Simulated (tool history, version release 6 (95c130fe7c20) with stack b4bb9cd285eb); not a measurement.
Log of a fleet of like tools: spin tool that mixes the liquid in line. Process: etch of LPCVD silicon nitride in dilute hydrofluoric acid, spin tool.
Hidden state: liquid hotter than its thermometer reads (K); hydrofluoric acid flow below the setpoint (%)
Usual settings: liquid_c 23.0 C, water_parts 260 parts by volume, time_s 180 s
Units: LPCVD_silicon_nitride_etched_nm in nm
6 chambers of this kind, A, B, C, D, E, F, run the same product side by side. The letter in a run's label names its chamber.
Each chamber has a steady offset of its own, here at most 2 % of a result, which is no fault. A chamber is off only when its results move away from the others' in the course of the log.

| run | hour | liquid_c | water_parts | time_s | hours since the thermometer was replaced | hours since the hydrofluoric acid flow meter was replaced | read-back film thickness of the LPCVD silicon nitride reference wafer, read on the same gauge (nm) | LPCVD_silicon_nitride_etched_nm |
|---|---|---|---|---|---|---|---|---|
| 1D | 5.9 | 23.0 | 260 | 180 | 316.6 | 242.4 | 110.00 | 0.36068 |
| 2A | 11.1 | 23.0 | 260 | 180 | 110.9 | 137.1 | 110.00 | 0.35153 |
| 3B | 15.8 | 23.0 | 260 | 180 | 504.5 | 1104.6 | 110.01 | 0.35810 |
| 4E | 18.5 | 23.0 | 260 | 180 | 914.5 | 1076.1 | 109.99 | 0.36030 |
| 5C | 23.2 | 23.0 | 260 | 180 | 401.8 | 926.0 | 110.01 | 0.38512 |
| 6F | 26.8 | 23.0 | 260 | 180 | 1342.4 | 1441.4 | 110.01 | 0.38592 |
| 7F | 32.8 | 23.0 | 260 | 180 | 1348.4 | 1447.4 | 110.00 | 0.37173 |
| 8C | 36.9 | 23.0 | 260 | 180 | 415.5 | 939.7 | 109.99 | 0.33022 |
| 9E | 40.4 | 23.0 | 260 | 180 | 936.4 | 1098.0 | 110.01 | 0.38057 |
| 10A | 44.9 | 23.0 | 260 | 180 | 144.7 | 170.9 | 109.99 | 0.35287 |
| 11D | 49.1 | 23.0 | 260 | 180 | 359.8 | 285.6 | 109.99 | 0.36911 |
| 12B | 52.2 | 23.0 | 260 | 180 | 540.9 | 1141.0 | 109.99 | 0.32879 |
| 13E | 58.0 | 18.5 | 260 | 180 | 954.0 | 1115.6 | 110.02 | 0.25449 |
| 14A | 63.4 | 18.5 | 260 | 180 | 163.2 | 189.4 | 110.02 | 0.24944 |
| 15C | 67.2 | 18.5 | 260 | 180 | 445.8 | 970.0 | 110.01 | 0.28009 |
| 16D | 72.9 | 18.5 | 260 | 180 | 383.6 | 309.4 | 110.02 | 0.29425 |
| 17B | 77.8 | 18.5 | 260 | 180 | 566.5 | 1166.6 | 110.02 | 0.25876 |
| 18F | 83.2 | 18.5 | 260 | 180 | 1398.8 | 1497.8 | 110.00 | 0.25201 |
|  | 86.9 | chamber E: thermometer replaced |
| 19E | 89.2 | 23.0 | 260 | 180 | 2.4 | 1146.8 | 109.99 | 0.34651 |
| 20F | 92.3 | 23.0 | 260 | 180 | 1407.9 | 1506.9 | 109.99 | 0.33571 |
|  | 95.6 | chamber B: hydrofluoric acid flow meter replaced |
| 21A | 98.0 | 26.5 | 200 | 180 | 197.8 | 224.0 | 110.00 | 0.59782 |
| 22D | 101.8 | 26.5 | 200 | 180 | 412.5 | 338.3 | 110.00 | 0.63599 |
| 23B | 104.8 | 26.5 | 200 | 180 | 593.5 | 9.3 | 110.03 | 0.57062 |
| 24C | 107.5 | 26.5 | 200 | 180 | 486.1 | 1010.3 | 110.01 | 0.55056 |
| 25E | 110.5 | 26.5 | 200 | 180 | 23.7 | 1168.1 | 110.02 | 0.51670 |
| 26B | 115.9 | 26.5 | 200 | 180 | 604.6 | 20.4 | 110.02 | 0.59810 |
| 27F | 120.5 | 23.0 | 260 | 180 | 1436.1 | 1535.1 | 110.00 | 0.35988 |
| 28A | 125.1 | 23.0 | 260 | 180 | 224.9 | 251.1 | 109.99 | 0.38575 |
| 29C | 128.2 | 23.0 | 260 | 180 | 506.8 | 1031.0 | 109.99 | 0.31771 |
| 30D | 133.0 | 23.0 | 350 | 95 | 443.7 | 369.5 | 109.98 | 0.14294 |
| 31A | 135.7 | 23.0 | 350 | 95 | 235.5 | 261.7 | 110.00 | 0.12938 |
| 32B | 140.8 | 23.0 | 350 | 95 | 629.5 | 45.3 | 109.99 | 0.14099 |
| 33D | 146.0 | 23.0 | 350 | 95 | 456.7 | 382.5 | 109.99 | 0.14677 |
| 34C | 149.4 | 23.0 | 350 | 95 | 528.0 | 1052.2 | 110.01 | 0.13475 |
| 35F | 155.3 | 23.0 | 350 | 95 | 1470.9 | 1569.9 | 109.99 | 0.14965 |
| 36E | 159.6 | 23.0 | 260 | 180 | 72.8 | 1217.2 | 110.02 | 0.32353 |
| 37D | 164.0 | 23.0 | 260 | 180 | 474.7 | 400.5 | 110.01 | 0.34737 |
| 38F | 168.7 | 23.0 | 260 | 180 | 1484.3 | 1583.3 | 110.00 | 0.37591 |
| 39C | 174.0 | 23.0 | 260 | 180 | 552.6 | 1076.8 | 109.98 | 0.38590 |
| 40B | 179.1 | 23.0 | 260 | 180 | 667.8 | 83.6 | 110.03 | 0.32093 |
| 41A | 185.1 | 23.0 | 260 | 180 | 284.9 | 311.1 | 110.00 | 0.33467 |
| 42E | 188.0 | 23.0 | 260 | 180 | 101.2 | 1245.6 | 110.00 | 0.35916 |
| 43D | 190.7 | 24.5 | 260 | 180 | 501.4 | 427.2 | 109.99 | 0.41508 |
| 44C | 194.9 | 24.5 | 260 | 180 | 573.5 | 1097.7 | 110.00 | 0.41105 |

What goes on in this fleet: one chamber off, a drifting gauge, or nothing beyond the chambers' own small offsets? Name the chamber and the cause, if any.

No chamber stands off beyond its own small offset, and the gauge holds steady.

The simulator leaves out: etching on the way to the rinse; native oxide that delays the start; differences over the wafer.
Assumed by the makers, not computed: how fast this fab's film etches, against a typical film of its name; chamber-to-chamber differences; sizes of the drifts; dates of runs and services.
